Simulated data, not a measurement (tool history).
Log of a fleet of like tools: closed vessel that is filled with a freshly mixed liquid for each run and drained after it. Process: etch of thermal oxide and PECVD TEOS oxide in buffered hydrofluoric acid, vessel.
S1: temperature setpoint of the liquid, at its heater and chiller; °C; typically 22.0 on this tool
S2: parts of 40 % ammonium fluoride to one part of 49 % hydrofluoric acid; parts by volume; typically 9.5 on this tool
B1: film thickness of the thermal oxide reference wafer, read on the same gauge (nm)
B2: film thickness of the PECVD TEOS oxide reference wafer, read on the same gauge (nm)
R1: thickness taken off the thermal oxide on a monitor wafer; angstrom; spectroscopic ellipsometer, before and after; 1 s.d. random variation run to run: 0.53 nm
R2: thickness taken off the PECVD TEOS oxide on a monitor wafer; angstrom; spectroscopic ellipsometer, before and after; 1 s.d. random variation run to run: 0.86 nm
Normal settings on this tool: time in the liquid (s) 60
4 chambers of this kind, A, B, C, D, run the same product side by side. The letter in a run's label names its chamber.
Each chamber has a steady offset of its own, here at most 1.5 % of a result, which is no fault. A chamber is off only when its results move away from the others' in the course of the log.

{"run": "1D", "hour": 7.8, "S1": 22.0, "S2": 9.5, "time in the liquid (s)": 60, "B1": 70.005, "B2": 130.0, "R1": 597.13, "R2": 1191.5}
{"run": "2A", "hour": 17.0, "S1": 22.0, "S2": 9.5, "time in the liquid (s)": 60, "B1": 69.981, "B2": 129.98, "R1": 589.04, "R2": 1220.0}
{"run": "3C", "hour": 27.8, "S1": 22.0, "S2": 9.5, "time in the liquid (s)": 60, "B1": 70.017, "B2": 129.97, "R1": 590.46, "R2": 1210.5}
{"run": "4B", "hour": 35.9, "S1": 22.0, "S2": 9.5, "time in the liquid (s)": 60, "B1": 70.009, "B2": 130.0, "R1": 576.1, "R2": 1213.6}
{"run": "5A", "hour": 42.7, "S1": 22.0, "S2": 9.5, "time in the liquid (s)": 60, "B1": 70.018, "B2": 130.06, "R1": 593.95, "R2": 1204.4}
{"run": "6B", "hour": 56.2, "S1": 22.0, "S2": 9.5, "time in the liquid (s)": 60, "B1": 69.969, "B2": 130.04, "R1": 578.12, "R2": 1224.3}
{"run": "7C", "hour": 69.1, "S1": 22.0, "S2": 9.5, "time in the liquid (s)": 60, "B1": 69.966, "B2": 129.97, "R1": 592.08, "R2": 1214.4}
{"run": "8D", "hour": 76.2, "S1": 22.0, "S2": 9.5, "time in the liquid (s)": 60, "B1": 69.97, "B2": 129.98, "R1": 592.49, "R2": 1214.7}
{"run": "9D", "hour": 83.4, "S1": 24.5, "S2": 9.5, "time in the liquid (s)": 30, "B1": 70.04, "B2": 129.98, "R1": 340.5, "R2": 689.69}
{"run": "10B", "hour": 96.1, "S1": 24.5, "S2": 9.5, "time in the liquid (s)": 30, "B1": 70.012, "B2": 130.02, "R1": 334.04, "R2": 695.19}
{"run": "11C", "hour": 109.8, "S1": 24.5, "S2": 9.5, "time in the liquid (s)": 30, "B1": 69.958, "B2": 130.0, "R1": 341.01, "R2": 684.88}
{"run": "12A", "hour": 120.3, "S1": 24.5, "S2": 9.5, "time in the liquid (s)": 30, "B1": 69.983, "B2": 130.02, "R1": 341.59, "R2": 692.34}
{"run": "13C", "hour": 127.6, "S1": 22.0, "S2": 9.5, "time in the liquid (s)": 60, "B1": 70.011, "B2": 130.03, "R1": 587.04, "R2": 1205.3}
{"run": "14B", "hour": 142.3, "S1": 22.0, "S2": 12.0, "time in the liquid (s)": 60, "B1": 69.983, "B2": 130.01, "R1": 474.44, "R2": 988.13}
{"run": "15D", "hour": 154.1, "S1": 22.0, "S2": 12.0, "time in the liquid (s)": 60, "B1": 70.014, "B2": 130.0, "R1": 476.9, "R2": 987.61}
{"hour": 163.9, "done": "chamber D: hydrofluoric acid flow meter replaced"}
{"run": "16A", "hour": 164.3, "S1": 22.0, "S2": 12.0, "time in the liquid (s)": 60, "B1": 70.014, "B2": 130.02, "R1": 482.31, "R2": 981.82}
{"run": "17C", "hour": 178.2, "S1": 22.0, "S2": 12.0, "time in the liquid (s)": 60, "B1": 69.981, "B2": 130.02, "R1": 475.94, "R2": 966.55}
{"run": "18A", "hour": 189.9, "S1": 22.0, "S2": 7.0, "time in the liquid (s)": 40, "B1": 70.008, "B2": 130.0, "R1": 540.07, "R2": 1100.6}
{"run": "19D", "hour": 201.2, "S1": 22.0, "S2": 7.0, "time in the liquid (s)": 40, "B1": 69.982, "B2": 129.98, "R1": 536.68, "R2": 1076.6}
{"run": "20B", "hour": 208.5, "S1": 22.0, "S2": 7.0, "time in the liquid (s)": 40, "B1": 70.016, "B2": 129.95, "R1": 533.89, "R2": 1102.9}
{"run": "21B", "hour": 219.5, "S1": 22.0, "S2": 7.0, "time in the liquid (s)": 40, "B1": 70.004, "B2": 130.01, "R1": 532.41, "R2": 1105.9}
{"run": "22D", "hour": 229.0, "S1": 18.0, "S2": 12.0, "time in the liquid (s)": 60, "B1": 69.951, "B2": 129.99, "R1": 382.46, "R2": 788.7}
{"run": "23A", "hour": 242.4, "S1": 18.0, "S2": 12.0, "time in the liquid (s)": 60, "B1": 69.982, "B2": 129.97, "R1": 393.5, "R2": 787.38}
{"run": "24C", "hour": 257.3, "S1": 18.0, "S2": 12.0, "time in the liquid (s)": 60, "B1": 70.021, "B2": 130.01, "R1": 380.18, "R2": 777.0}
{"run": "25C", "hour": 270.4, "S1": 18.0, "S2": 12.0, "time in the liquid (s)": 60, "B1": 69.973, "B2": 130.0, "R1": 379.06, "R2": 770.12}
{"run": "26B", "hour": 285.3, "S1": 22.0, "S2": 9.5, "time in the liquid (s)": 60, "B1": 69.997, "B2": 129.98, "R1": 591.97, "R2": 1229.9}
{"run": "27D", "hour": 298.3, "S1": 22.0, "S2": 9.5, "time in the liquid (s)": 60, "B1": 70.002, "B2": 130.02, "R1": 596.26, "R2": 1214.0}
{"run": "28A", "hour": 311.0, "S1": 22.0, "S2": 9.5, "time in the liquid (s)": 60, "B1": 69.995, "B2": 130.02, "R1": 591.82, "R2": 1220.7}
{"hour": 320.8, "done": "chamber C: thermometer replaced"}
{"run": "29D", "hour": 322.2, "S1": 22.0, "S2": 9.5, "time in the liquid (s)": 60, "B1": 70.008, "B2": 129.99, "R1": 591.14, "R2": 1214.1}
{"run": "30B", "hour": 334.1, "S1": 22.0, "S2": 9.5, "time in the liquid (s)": 60, "B1": 69.997, "B2": 130.0, "R1": 598.51, "R2": 1215.8}
{"run": "31A", "hour": 342.0, "S1": 22.0, "S2": 9.5, "time in the liquid (s)": 60, "B1": 70.013, "B2": 129.99, "R1": 584.15, "R2": 1218.7}
{"hour": 348.9, "done": "chamber C: hydrofluoric acid flow meter replaced"}
{"run": "32C", "hour": 356.2, "S1": 22.0, "S2": 9.5, "time in the liquid (s)": 60, "B1": 69.997, "B2": 130.06, "R1": 585.4, "R2": 1207.3}
{"run": "33A", "hour": 368.8, "S1": 22.0, "S2": 10.5, "time in the liquid (s)": 60, "B1": 69.983, "B2": 129.96, "R1": 554.81, "R2": 1121.4}
{"run": "34C", "hour": 380.0, "S1": 22.0, "S2": 10.5, "time in the liquid (s)": 60, "B1": 70.008, "B2": 130.05, "R1": 543.62, "R2": 1117.2}
{"hour": 390.8, "done": "chamber B: hydrofluoric acid flow meter replaced"}
{"run": "35D", "hour": 392.6, "S1": 22.0, "S2": 10.5, "time in the liquid (s)": 60, "B1": 70.036, "B2": 130.02, "R1": 555.44, "R2": 1114.9}
{"run": "36B", "hour": 406.7, "S1": 22.0, "S2": 10.5, "time in the liquid (s)": 60, "B1": 70.011, "B2": 130.02, "R1": 537.4, "R2": 1138.3}
{"run": "37C", "hour": 420.9, "S1": 22.0, "S2": 9.5, "time in the liquid (s)": 60, "B1": 69.992, "B2": 129.99, "R1": 585.23, "R2": 1198.0}
{"run": "38A", "hour": 435.7, "S1": 22.0, "S2": 9.5, "time in the liquid (s)": 60, "B1": 69.993, "B2": 130.01, "R1": 592.6, "R2": 1213.5}
{"run": "39B", "hour": 449.6, "S1": 22.0, "S2": 9.5, "time in the liquid (s)": 60, "B1": 69.988, "B2": 129.99, "R1": 585.38, "R2": 1209.6}
{"run": "40D", "hour": 460.0, "S1": 22.0, "S2": 9.5, "time in the liquid (s)": 60, "B1": 70.0, "B2": 130.0, "R1": 592.24, "R2": 1207.8}

One chamber off, gauge drift, or nothing amiss beyond the chambers' own small offsets? If it is a chamber, which one, and what is the likeliest cause?

All chambers stay in line apart from their small fixed offsets, and the gauge does not drift.

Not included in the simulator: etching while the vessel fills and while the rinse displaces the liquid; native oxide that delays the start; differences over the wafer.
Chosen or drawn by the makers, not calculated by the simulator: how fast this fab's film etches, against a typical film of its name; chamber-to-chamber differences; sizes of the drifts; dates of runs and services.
